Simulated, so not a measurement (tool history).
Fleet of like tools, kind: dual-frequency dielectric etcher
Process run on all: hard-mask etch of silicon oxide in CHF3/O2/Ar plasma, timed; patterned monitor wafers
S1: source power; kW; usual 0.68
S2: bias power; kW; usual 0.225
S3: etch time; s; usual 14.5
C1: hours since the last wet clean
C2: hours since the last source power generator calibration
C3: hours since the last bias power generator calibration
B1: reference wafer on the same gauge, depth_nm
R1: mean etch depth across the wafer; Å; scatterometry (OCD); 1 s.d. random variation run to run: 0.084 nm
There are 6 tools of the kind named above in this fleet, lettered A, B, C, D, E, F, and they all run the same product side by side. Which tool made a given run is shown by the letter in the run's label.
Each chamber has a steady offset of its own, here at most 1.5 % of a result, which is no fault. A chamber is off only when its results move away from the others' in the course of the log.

Run 1E, day 0.162: usual settings; C1 107.7; C2 361.4; C3 89.3; B1 35.991. Result: R1 321.1 Å.
Run 2F, day 0.325: usual settings; C1 204.3; C2 2000.5; C3 3494.3; B1 36.001. Result: R1 324.15 Å.
Run 3B, day 0.421: usual settings; C1 43.6; C2 245.2; C3 121.6; B1 35.988. Result: R1 326.6 Å.
Run 4C, day 0.583: usual settings; C1 332.8; C2 3185.6; C3 3908.6; B1 36.006. Result: R1 327.33 Å.
Run 5D, day 0.671: usual settings; C1 316.1; C2 655.5; C3 2013; B1 36.004. Result: R1 324.23 Å.
Run 6A, day 0.779: usual settings; C1 210.3; C2 3668.4; C3 637.2; B1 35.96. Result: R1 324.37 Å.
Run 7A, day 0.904: usual settings; C1 213.3; C2 3671.4; C3 640.2; B1 35.987. Result: R1 322.37 Å.
Run 8D, day 1.017: usual settings; C1 324.4; C2 663.8; C3 2021.3; B1 35.996. Result: R1 321.57 Å.
Run 9F, day 1.179: usual settings; C1 224.8; C2 2021; C3 3514.8; B1 36.007. Result: R1 323.59 Å.
Run 10C, day 1.288: usual settings; C1 349.7; C2 3202.5; C3 3925.5; B1 36.006. Result: R1 327 Å.
At day 1.338: chamber C: source power generator calibrated.
Run 11B, day 1.379: usual settings; C1 66.6; C2 268.2; C3 144.6; B1 36. Result: R1 325.89 Å.
Run 12E, day 1.521: usual settings; C1 140.3; C2 394; C3 121.9; B1 36.004. Result: R1 321.23 Å.
Run 13F, day 1.683: usual settings; C1 236.9; C2 2033.1; C3 3526.9; B1 35.973. Result: R1 323.36 Å.
Run 14A, day 1.771: usual settings; C1 234.1; C2 3692.2; C3 661; B1 35.979. Result: R1 324.67 Å.
Run 15E, day 1.917: usual settings; C1 149.8; C2 403.5; C3 131.4; B1 35.998. Result: R1 320.59 Å.
At day 2.025: chamber C: wet clean of the chamber.
Run 16D, day 2.033: usual settings; C1 348.8; C2 688.2; C3 2045.7; B1 35.994. Result: R1 322.34 Å.
Run 17C, day 2.125: usual settings; C1 2.4; C2 18.9; C3 3945.6; B1 36. Result: R1 327.5 Å.
Run 18B, day 2.283: usual settings; C1 88.3; C2 289.9; C3 166.3; B1 36.009. Result: R1 325.55 Å.
Run 19C, day 2.379: usual settings; C1 8.5; C2 25; C3 3951.7; B1 35.997. Result: R1 327.87 Å.
Run 20B, day 2.542: usual settings; C1 94.5; C2 296.1; C3 172.5; B1 35.999. Result: R1 325.18 Å.
Run 21E, day 2.658: usual settings; C1 167.6; C2 421.3; C3 149.2; B1 36.022. Result: R1 318.75 Å.
Run 22D, day 2.8: usual settings; C1 367.2; C2 706.6; C3 2064.1; B1 35.987. Result: R1 322.33 Å.
Run 23A, day 2.925: usual settings; C1 261.8; C2 3719.9; C3 688.7; B1 36.006. Result: R1 325.21 Å.
Run 24F, day 3.083: usual settings; C1 270.5; C2 2066.7; C3 3560.5; B1 36.007. Result: R1 323.22 Å.
At day 3.188: chamber D: wet clean of the chamber.
Run 25F, day 3.25: usual settings but S1 0.54 kW; C1 274.5; C2 2070.7; C3 3564.5; B1 35.998. Result: R1 297.13 Å.
Run 26B, day 3.4: usual settings but S1 0.54 kW; C1 115.1; C2 316.7; C3 193.1; B1 35.991. Result: R1 297.66 Å.
Run 27C, day 3.5: usual settings but S1 0.54 kW; C1 35.4; C2 51.9; C3 3978.6; B1 35.995. Result: R1 300.1 Å.
Run 28E, day 3.629: usual settings but S1 0.54 kW; C1 190.9; C2 444.6; C3 172.5; B1 36.005. Result: R1 292.33 Å.
Run 29D, day 3.758: usual settings but S1 0.54 kW; C1 13.7; C2 729.6; C3 2087.1; B1 35.995. Result: R1 294.87 Å.
Run 30A, day 3.888: usual settings but S1 0.54 kW; C1 284.9; C2 3743; C3 711.8; B1 35.999. Result: R1 296.82 Å.
Run 31F, day 3.975: usual settings; C1 291.9; C2 2088.1; C3 3581.9; B1 35.99. Result: R1 322.62 Å.
Run 32B, day 4.096: usual settings; C1 131.8; C2 333.4; C3 209.8; B1 35.997. Result: R1 326.7 Å.
Run 33C, day 4.238: usual settings; C1 53.1; C2 69.6; C3 3996.3; B1 36.002. Result: R1 325.98 Å.
At day 4.312: chamber A: source power generator calibrated.
Run 34A, day 4.4: usual settings; C1 297.2; C2 2.2; C3 724.1; B1 36.008. Result: R1 321.78 Å.
Run 35E, day 4.529: usual settings; C1 212.5; C2 466.2; C3 194.1; B1 35.999. Result: R1 317.97 Å.
Run 36D, day 4.704: usual settings but S2 0.247 kW, S3 12 s; C1 36.4; C2 752.3; C3 2109.8; B1 35.999. Result: R1 275.39 Å.
Run 37D, day 4.783: usual settings but S2 0.247 kW, S3 12 s; C1 38.3; C2 754.2; C3 2111.7; B1 36.012. Result: R1 275.26 Å.
Run 38E, day 4.871: usual settings but S2 0.247 kW, S3 12 s; C1 220.7; C2 474.4; C3 202.3; B1 36.006. Result: R1 269.88 Å.
Run 39F, day 5.046: usual settings but S2 0.247 kW, S3 12 s; C1 317.6; C2 2113.8; C3 3607.6; B1 36.003. Result: R1 276 Å.
Run 40B, day 5.2: usual settings but S2 0.247 kW, S3 12 s; C1 158.3; C2 359.9; C3 236.3; B1 36.012. Result: R1 278.15 Å.

The same settings go to every chamber for the next run, one line per chamber below. Forecast the results for each:
Run 41A, day 5.329: usual settings. Result: R1 ?.
Run 41B, day 5.329: usual settings. Result: R1 ?.
Run 41C, day 5.329: usual settings. Result: R1 ?.
Run 41D, day 5.329: usual settings. Result: R1 ?.
Run 41E, day 5.329: usual settings. Result: R1 ?.
Run 41F, day 5.329: usual settings. Result: R1 ?.

run      R1
41A  323.85
41B  325.33
41C  328.06
41D  322.76
41E  315.52
41F  322.52

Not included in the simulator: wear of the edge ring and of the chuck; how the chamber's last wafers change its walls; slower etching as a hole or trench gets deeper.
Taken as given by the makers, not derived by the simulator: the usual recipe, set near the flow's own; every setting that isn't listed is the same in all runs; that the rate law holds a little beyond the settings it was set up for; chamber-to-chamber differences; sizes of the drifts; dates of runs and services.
